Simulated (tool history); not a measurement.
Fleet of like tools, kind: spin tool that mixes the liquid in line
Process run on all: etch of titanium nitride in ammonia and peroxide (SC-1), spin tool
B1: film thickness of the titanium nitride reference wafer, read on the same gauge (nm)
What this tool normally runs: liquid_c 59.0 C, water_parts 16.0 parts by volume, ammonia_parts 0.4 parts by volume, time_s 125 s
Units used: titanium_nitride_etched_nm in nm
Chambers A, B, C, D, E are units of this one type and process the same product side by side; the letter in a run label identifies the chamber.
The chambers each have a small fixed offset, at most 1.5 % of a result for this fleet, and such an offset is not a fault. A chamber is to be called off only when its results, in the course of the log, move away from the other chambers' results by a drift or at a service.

{"run": "1C", "day": 0.162, "liquid_c": 59.0, "water_parts": 16.0, "ammonia_parts": 0.4, "time_s": 125, "B1": 139.98, "titanium_nitride_etched_nm": 15.311}
{"run": "2B", "day": 0.367, "liquid_c": 59.0, "water_parts": 16.0, "ammonia_parts": 0.4, "time_s": 125, "B1": 140.01, "titanium_nitride_etched_nm": 15.519}
{"run": "3A", "day": 0.562, "liquid_c": 59.0, "water_parts": 16.0, "ammonia_parts": 0.4, "time_s": 125, "B1": 140.02, "titanium_nitride_etched_nm": 15.239}
{"run": "4E", "day": 0.771, "liquid_c": 59.0, "water_parts": 16.0, "ammonia_parts": 0.4, "time_s": 125, "B1": 140.0, "titanium_nitride_etched_nm": 15.373}
{"run": "5D", "day": 0.917, "liquid_c": 59.0, "water_parts": 16.0, "ammonia_parts": 0.4, "time_s": 125, "B1": 140.0, "titanium_nitride_etched_nm": 15.193}
{"run": "6A", "day": 1.038, "liquid_c": 59.0, "water_parts": 19.5, "ammonia_parts": 0.4, "time_s": 125, "B1": 140.02, "titanium_nitride_etched_nm": 13.642}
{"day": 1.192, "done": "chamber A: ammonia flow meter replaced"}
{"run": "7B", "day": 1.246, "liquid_c": 59.0, "water_parts": 19.5, "ammonia_parts": 0.4, "time_s": 125, "B1": 139.99, "titanium_nitride_etched_nm": 13.853}
{"run": "8E", "day": 1.408, "liquid_c": 59.0, "water_parts": 19.5, "ammonia_parts": 0.4, "time_s": 125, "B1": 139.99, "titanium_nitride_etched_nm": 13.834}
{"run": "9C", "day": 1.592, "liquid_c": 59.0, "water_parts": 19.5, "ammonia_parts": 0.4, "time_s": 125, "B1": 140.02, "titanium_nitride_etched_nm": 13.488}
{"run": "10D", "day": 1.762, "liquid_c": 59.0, "water_parts": 19.5, "ammonia_parts": 0.4, "time_s": 125, "B1": 140.03, "titanium_nitride_etched_nm": 13.776}
{"run": "11E", "day": 1.9, "liquid_c": 59.0, "water_parts": 16.0, "ammonia_parts": 0.4, "time_s": 125, "B1": 140.02, "titanium_nitride_etched_nm": 15.363}
{"run": "12A", "day": 2.033, "liquid_c": 59.0, "water_parts": 16.0, "ammonia_parts": 0.4, "time_s": 125, "B1": 140.04, "titanium_nitride_etched_nm": 15.233}
{"run": "13C", "day": 2.188, "liquid_c": 53.5, "water_parts": 16.0, "ammonia_parts": 0.4, "time_s": 125, "B1": 140.03, "titanium_nitride_etched_nm": 10.4}
{"run": "14B", "day": 2.296, "liquid_c": 53.5, "water_parts": 16.0, "ammonia_parts": 0.4, "time_s": 125, "B1": 140.01, "titanium_nitride_etched_nm": 10.83}
{"run": "15D", "day": 2.408, "liquid_c": 53.5, "water_parts": 16.0, "ammonia_parts": 0.4, "time_s": 125, "B1": 140.0, "titanium_nitride_etched_nm": 10.506}
{"run": "16E", "day": 2.575, "liquid_c": 53.5, "water_parts": 16.0, "ammonia_parts": 0.4, "time_s": 125, "B1": 140.01, "titanium_nitride_etched_nm": 10.615}
{"run": "17A", "day": 2.704, "liquid_c": 53.5, "water_parts": 16.0, "ammonia_parts": 0.4, "time_s": 125, "B1": 140.0, "titanium_nitride_etched_nm": 10.478}
{"run": "18B", "day": 2.904, "liquid_c": 59.0, "water_parts": 16.0, "ammonia_parts": 0.4, "time_s": 125, "B1": 139.98, "titanium_nitride_etched_nm": 15.544}
{"run": "19C", "day": 3.146, "liquid_c": 59.0, "water_parts": 16.0, "ammonia_parts": 0.4, "time_s": 125, "B1": 140.0, "titanium_nitride_etched_nm": 14.98}
{"run": "20D", "day": 3.383, "liquid_c": 59.0, "water_parts": 16.0, "ammonia_parts": 0.4, "time_s": 125, "B1": 139.98, "titanium_nitride_etched_nm": 15.232}
{"run": "21E", "day": 3.6, "liquid_c": 68.0, "water_parts": 11.5, "ammonia_parts": 0.4, "time_s": 125, "B1": 139.99, "titanium_nitride_etched_nm": 32.482}
{"run": "22C", "day": 3.838, "liquid_c": 68.0, "water_parts": 11.5, "ammonia_parts": 0.4, "time_s": 125, "B1": 140.0, "titanium_nitride_etched_nm": 31.769}
{"run": "23B", "day": 4.071, "liquid_c": 68.0, "water_parts": 11.5, "ammonia_parts": 0.4, "time_s": 125, "B1": 140.01, "titanium_nitride_etched_nm": 33.075}
{"run": "24D", "day": 4.208, "liquid_c": 68.0, "water_parts": 11.5, "ammonia_parts": 0.4, "time_s": 125, "B1": 140.01, "titanium_nitride_etched_nm": 32.543}
{"day": 4.408, "done": "chamber E: ammonia flow meter replaced"}
{"run": "25A", "day": 4.408, "liquid_c": 68.0, "water_parts": 11.5, "ammonia_parts": 0.4, "time_s": 125, "B1": 140.02, "titanium_nitride_etched_nm": 32.954}
{"day": 4.496, "done": "chamber C: thermometer replaced"}
{"run": "26C", "day": 4.575, "liquid_c": 59.0, "water_parts": 20.5, "ammonia_parts": 0.4, "time_s": 125, "B1": 140.0, "titanium_nitride_etched_nm": 12.833}
{"run": "27A", "day": 4.792, "liquid_c": 59.0, "water_parts": 20.5, "ammonia_parts": 0.4, "time_s": 125, "B1": 140.0, "titanium_nitride_etched_nm": 13.241}
{"run": "28E", "day": 4.996, "liquid_c": 59.0, "water_parts": 20.5, "ammonia_parts": 0.4, "time_s": 125, "B1": 140.01, "titanium_nitride_etched_nm": 13.381}
{"run": "29B", "day": 5.208, "liquid_c": 59.0, "water_parts": 20.5, "ammonia_parts": 0.4, "time_s": 125, "B1": 140.0, "titanium_nitride_etched_nm": 13.476}
{"run": "30D", "day": 5.388, "liquid_c": 59.0, "water_parts": 20.5, "ammonia_parts": 0.4, "time_s": 125, "B1": 140.0, "titanium_nitride_etched_nm": 13.263}
{"day": 5.429, "done": "chamber D: new drum of ammonia solution connected"}
{"run": "31A", "day": 5.592, "liquid_c": 59.0, "water_parts": 16.0, "ammonia_parts": 0.4, "time_s": 125, "B1": 140.0, "titanium_nitride_etched_nm": 15.298}
{"run": "32D", "day": 5.788, "liquid_c": 59.0, "water_parts": 16.0, "ammonia_parts": 0.4, "time_s": 125, "B1": 140.03, "titanium_nitride_etched_nm": 15.268}

Has any chamber moved away from the others, gradually or after a service, or does the common gauge drift, or do the chambers differ only by their own small steady offsets? State the chamber and the most likely cause if one applies.

Little by little, chamber C moves away from the other chambers.
Cause: temperature lost on the way to the wafer (K) = 0.682.

Chamber C could run next with any of the 4 candidate recipes listed below; each alters the usual settings, and their results appear as question marks. Which one brings its results back in line with what the other chambers deliver on the usual settings?
Allowed miss from the other chambers' usual-settings mean, per result, to count as in line: titanium_nitride_etched_nm 0.230 nm
{"run": "33C-1", "day": 5.967, "liquid_c": 59.0, "water_parts": 16.0, "ammonia_parts": 0.55, "time_s": 125, "titanium_nitride_etched_nm": "?"}
{"run": "33C-2", "day": 5.967, "liquid_c": 60.0, "water_parts": 16.0, "ammonia_parts": 0.4, "time_s": 130, "titanium_nitride_etched_nm": "?"}
{"run": "33C-3", "day": 5.967, "liquid_c": 59.0, "water_parts": 17.5, "ammonia_parts": 0.4, "time_s": 125, "titanium_nitride_etched_nm": "?"}
{"run": "33C-4", "day": 5.967, "liquid_c": 59.0, "water_parts": 16.5, "ammonia_parts": 0.4, "time_s": 115, "titanium_nitride_etched_nm": "?"}

What the other chambers average on the usual settings: titanium_nitride_etched_nm 15.336 nm
run=33C-1 titanium_nitride_etched_nm=15.415
run=33C-2 titanium_nitride_etched_nm=16.173
run=33C-3 titanium_nitride_etched_nm=13.838
run=33C-4 titanium_nitride_etched_nm=13.156
It is 33C-1 that realigns the chamber with its peers.
